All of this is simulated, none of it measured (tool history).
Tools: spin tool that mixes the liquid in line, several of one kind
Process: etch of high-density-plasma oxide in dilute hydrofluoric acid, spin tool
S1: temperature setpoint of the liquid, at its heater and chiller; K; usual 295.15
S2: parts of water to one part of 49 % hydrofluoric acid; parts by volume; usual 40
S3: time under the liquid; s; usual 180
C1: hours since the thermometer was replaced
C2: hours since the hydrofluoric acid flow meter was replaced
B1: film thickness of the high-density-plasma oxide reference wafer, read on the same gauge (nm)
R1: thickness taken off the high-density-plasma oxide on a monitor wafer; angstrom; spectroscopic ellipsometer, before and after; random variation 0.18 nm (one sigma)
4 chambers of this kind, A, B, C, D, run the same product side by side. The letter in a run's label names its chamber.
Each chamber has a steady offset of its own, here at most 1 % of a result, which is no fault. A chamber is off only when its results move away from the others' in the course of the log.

Run 1B, hour 8.5: usual settings; C1 1366.3; C2 1661.8; B1 110. Result: R1 227.8 angstrom.
Run 2A, hour 20.4: usual settings; C1 593; C2 119.2; B1 109.98. Result: R1 226.79 angstrom.
Run 3C, hour 34.3: usual settings; C1 1408.5; C2 66.9; B1 110.04. Result: R1 229.15 angstrom.
Run 4D, hour 44: usual settings; C1 566.6; C2 1154.9; B1 109.99. Result: R1 227.58 angstrom.
Run 5D, hour 56.8: usual settings; C1 579.4; C2 1167.7; B1 110. Result: R1 233.84 angstrom.
Run 6C, hour 64.7: usual settings; C1 1438.9; C2 97.3; B1 109.98. Result: R1 228.72 angstrom.
Run 7A, hour 73.1: usual settings; C1 645.7; C2 171.9; B1 110. Result: R1 229.43 angstrom.
Run 8B, hour 85: usual settings but S2 50 parts by volume; C1 1442.8; C2 1738.3; B1 109.99. Result: R1 183.05 angstrom.
Run 9A, hour 93.9: usual settings but S2 50 parts by volume; C1 666.5; C2 192.7; B1 109.98. Result: R1 180.22 angstrom.
Run 10C, hour 107.8: usual settings but S2 50 parts by volume; C1 1482; C2 140.4; B1 109.99. Result: R1 181.69 angstrom.
Run 11B, hour 115.1: usual settings but S2 50 parts by volume; C1 1472.9; C2 1768.4; B1 110.01. Result: R1 180.8 angstrom.
Run 12D, hour 124.1: usual settings but S2 50 parts by volume, S3 275 s; C1 646.7; C2 1235; B1 110.01. Result: R1 277.2 angstrom.
Run 13D, hour 136.9: usual settings but S2 50 parts by volume, S3 275 s; C1 659.5; C2 1247.8; B1 110. Result: R1 271.78 angstrom.
Run 14A, hour 146.3: usual settings but S2 50 parts by volume, S3 275 s; C1 718.9; C2 245.1; B1 109.97. Result: R1 279.51 angstrom.
Run 15B, hour 156.8: usual settings but S2 50 parts by volume, S3 275 s; C1 1514.6; C2 1810.1; B1 110.01. Result: R1 272.96 angstrom.
Run 16C, hour 171: usual settings; C1 1545.2; C2 203.6; B1 109.98. Result: R1 226.75 angstrom.
Run 17D, hour 178.8: usual settings; C1 701.4; C2 1289.7; B1 110.01. Result: R1 223.3 angstrom.
Run 18C, hour 191.3: usual settings; C1 1565.5; C2 223.9; B1 110.04. Result: R1 225.57 angstrom.
Run 19B, hour 198.9: usual settings but S1 292.15 K; C1 1556.7; C2 1852.2; B1 110.02. Result: R1 200.72 angstrom.
Run 20A, hour 212.1: usual settings but S1 292.15 K; C1 784.7; C2 310.9; B1 110.06. Result: R1 201.75 angstrom.
Run 21C, hour 224.2: usual settings but S1 292.15 K; C1 1598.4; C2 256.8; B1 110.04. Result: R1 202.85 angstrom.
Run 22D, hour 233.4: usual settings but S1 292.15 K; C1 756; C2 1344.3; B1 109.98. Result: R1 189.27 angstrom.
Run 23A, hour 244.1: usual settings; C1 816.7; C2 342.9; B1 110.01. Result: R1 230.43 angstrom.
Run 24B, hour 258.1: usual settings; C1 1615.9; C2 1911.4; B1 109.99. Result: R1 223.12 angstrom.
Run 25A, hour 271.9: usual settings; C1 844.5; C2 370.7; B1 110.01. Result: R1 227.55 angstrom.
Run 26B, hour 285: usual settings; C1 1642.8; C2 1938.3; B1 110.06. Result: R1 228.32 angstrom.
Run 27C, hour 293.7: usual settings; C1 1667.9; C2 326.3; B1 110.02. Result: R1 228.23 angstrom.
Run 28D, hour 303.6: usual settings; C1 826.2; C2 1414.5; B1 110.02. Result: R1 208.91 angstrom.
Run 29A, hour 317.4: usual settings; C1 890; C2 416.2; B1 109.97. Result: R1 229.78 angstrom.

Next, every chamber runs the same settings. What will each give?
Run 30A, hour 328: usual settings but S1 299.65 K. Result: R1 ?.
Run 30B, hour 328: usual settings but S1 299.65 K. Result: R1 ?.
Run 30C, hour 328: usual settings but S1 299.65 K. Result: R1 ?.
Run 30D, hour 328: usual settings but S1 299.65 K. Result: R1 ?.

run      R1
30A  272.86
30B  271.23
30C  274.29
30D  250.51
